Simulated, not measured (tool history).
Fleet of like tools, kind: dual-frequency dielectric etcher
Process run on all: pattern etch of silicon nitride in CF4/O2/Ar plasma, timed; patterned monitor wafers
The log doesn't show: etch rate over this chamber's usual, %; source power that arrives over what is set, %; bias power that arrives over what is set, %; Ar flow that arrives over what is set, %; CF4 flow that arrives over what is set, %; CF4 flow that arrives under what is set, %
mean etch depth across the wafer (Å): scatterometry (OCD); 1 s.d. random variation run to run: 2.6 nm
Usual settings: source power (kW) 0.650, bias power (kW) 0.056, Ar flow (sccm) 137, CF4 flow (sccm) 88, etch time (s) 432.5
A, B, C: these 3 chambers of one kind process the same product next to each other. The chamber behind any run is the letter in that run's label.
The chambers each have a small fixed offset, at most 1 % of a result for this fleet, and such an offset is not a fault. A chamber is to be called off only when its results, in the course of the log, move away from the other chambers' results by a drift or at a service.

run	hour	source power (kW)	bias power (kW)	Ar flow (sccm)	CF4 flow (sccm)	etch time (s)	hours since the last wet clean	hours since the last source power generator calibration	hours since the last bias power generator calibration	hours since the last Ar flow controller change	hours since the last CF4 flow controller change	read-back reference wafer on the same gauge, depth_nm	mean etch depth across the wafer (Å)
1B	4.4	0.650	0.056	137	88	432.5	469.3	974.8	2311.2	3698.5	1086.6	1060.1	10172.0
2A	12.8	0.650	0.056	137	88	432.5	191.9	1041.6	498.8	3182.7	2501.8	1060.5	10257.0
3C	18.0	0.650	0.056	137	88	432.5	167.6	923.7	231.2	3647.7	610.9	1060.0	10231.0
4A	24.3	0.650	0.056	137	88	432.5	203.4	1053.1	510.3	3194.2	2513.3	1059.2	10255.0
5C	30.7	0.720	0.056	137	88	432.5	180.3	936.4	243.9	3660.4	623.6	1060.1	11207.0
6B	34.6	0.720	0.056	137	88	432.5	499.5	1005.0	2341.4	3728.7	1116.8	1059.2	11147.0
7C	40.2	0.720	0.056	137	88	432.5	189.8	945.9	253.4	3669.9	633.1	1059.4	11158.0
8A	44.2	0.650	0.056	137	88	432.5	223.3	1073.0	530.2	3214.1	2533.2	1060.2	10264.0
9B	47.9	0.500	0.044	137	88	432.5	512.8	1018.3	2354.7	3742.0	1130.1	1060.0	7314.4
10A	54.1	0.500	0.044	137	88	432.5	233.2	1082.9	540.1	3224.0	2543.1	1059.6	7487.4
11B	57.8	0.500	0.044	137	88	432.5	522.7	1028.2	2364.6	3751.9	1140.0	1060.2	7354.3
12C	65.1	0.650	0.056	137	88	432.5	214.7	970.8	278.3	3694.8	658.0	1059.8	10261.0
13C	69.9	0.650	0.056	137	88	432.5	219.5	975.6	283.1	3699.6	662.8	1060.1	10220.0
14B	76.5	0.650	0.056	137	88	432.5	541.4	1046.9	2383.3	3770.6	1158.7	1060.7	10163.0
15A	80.2	0.650	0.056	137	88	432.5	259.3	1109.0	566.2	3250.1	2569.2	1059.7	10223.0
16B	84.2	0.650	0.056	137	88	432.5	549.1	1054.6	2391.0	3778.3	1166.4	1060.3	10133.0
17A	89.2	0.650	0.056	137	88	432.5	268.3	1118.0	575.2	3259.1	2578.2	1059.9	10220.0
18C	94.6	0.650	0.056	137	88	432.5	244.2	1000.3	307.8	3724.3	687.5	1060.0	10210.0
19C	102.9	0.650	0.056	137	88	432.5	252.5	1008.6	316.1	3732.6	695.8	1060.5	10263.0
20A	107.0	0.650	0.056	137	88	432.5	286.1	1135.8	593.0	3276.9	2596.0	1059.9	10305.0
21B	110.8	0.650	0.056	137	88	432.5	575.7	1081.2	2417.6	3804.9	1193.0	1060.3	10153.0
22C	114.9	0.650	0.065	137	88	323.5	264.5	1020.6	328.1	3744.6	707.8	1059.9	8138.2
23A	123.0	0.650	0.065	137	88	323.5	302.1	1151.8	609.0	3292.9	2612.0	1059.6	8126.9
24B	129.5	0.650	0.065	137	88	323.5	594.4	1099.9	2436.3	3823.6	1211.7	1060.0	8080.8
25A	136.6	0.650	0.051	137	88	544.5	315.7	1165.4	622.6	3306.5	2625.6	1059.9	12473.0
26C	140.9	0.650	0.051	137	88	544.5	290.5	1046.6	354.1	3770.6	733.8	1060.4	12357.0
27B	148.5	0.650	0.051	137	88	544.5	613.4	1118.9	2455.3	3842.6	1230.7	1060.3	12336.0
28B	155.7	0.650	0.056	137	88	432.5	620.6	1126.1	2462.5	3849.8	1237.9	1060.4	10189.0
29A	162.5	0.650	0.056	137	88	432.5	341.6	1191.3	648.5	3332.4	2651.5	1059.5	10251.0
# hour 164.6: chamber B: bias power generator calibrated
30C	170.4	0.650	0.056	137	88	432.5	320.0	1076.1	383.6	3800.1	763.3	1060.2	10227.0
31A	174.6	0.650	0.056	137	88	432.5	353.7	1203.4	660.6	3344.5	2663.6	1060.3	10264.0
32C	180.2	0.650	0.056	137	88	432.5	329.8	1085.9	393.4	3809.9	773.1	1060.4	10216.0
33B	184.3	0.650	0.050	117	88	432.5	649.2	1154.7	19.7	3878.4	1266.5	1060.2	9904.1

Predict what each chamber gives when all 3 of them run the settings below next.
34A	190.4	0.650	0.056	137	88	432.5							?
34B	190.4	0.650	0.056	137	88	432.5							?
34C	190.4	0.650	0.056	137	88	432.5							?

run	mean etch depth across the wafer (Å)
34A	10271.0
34B	10144.0
34C	10234.0
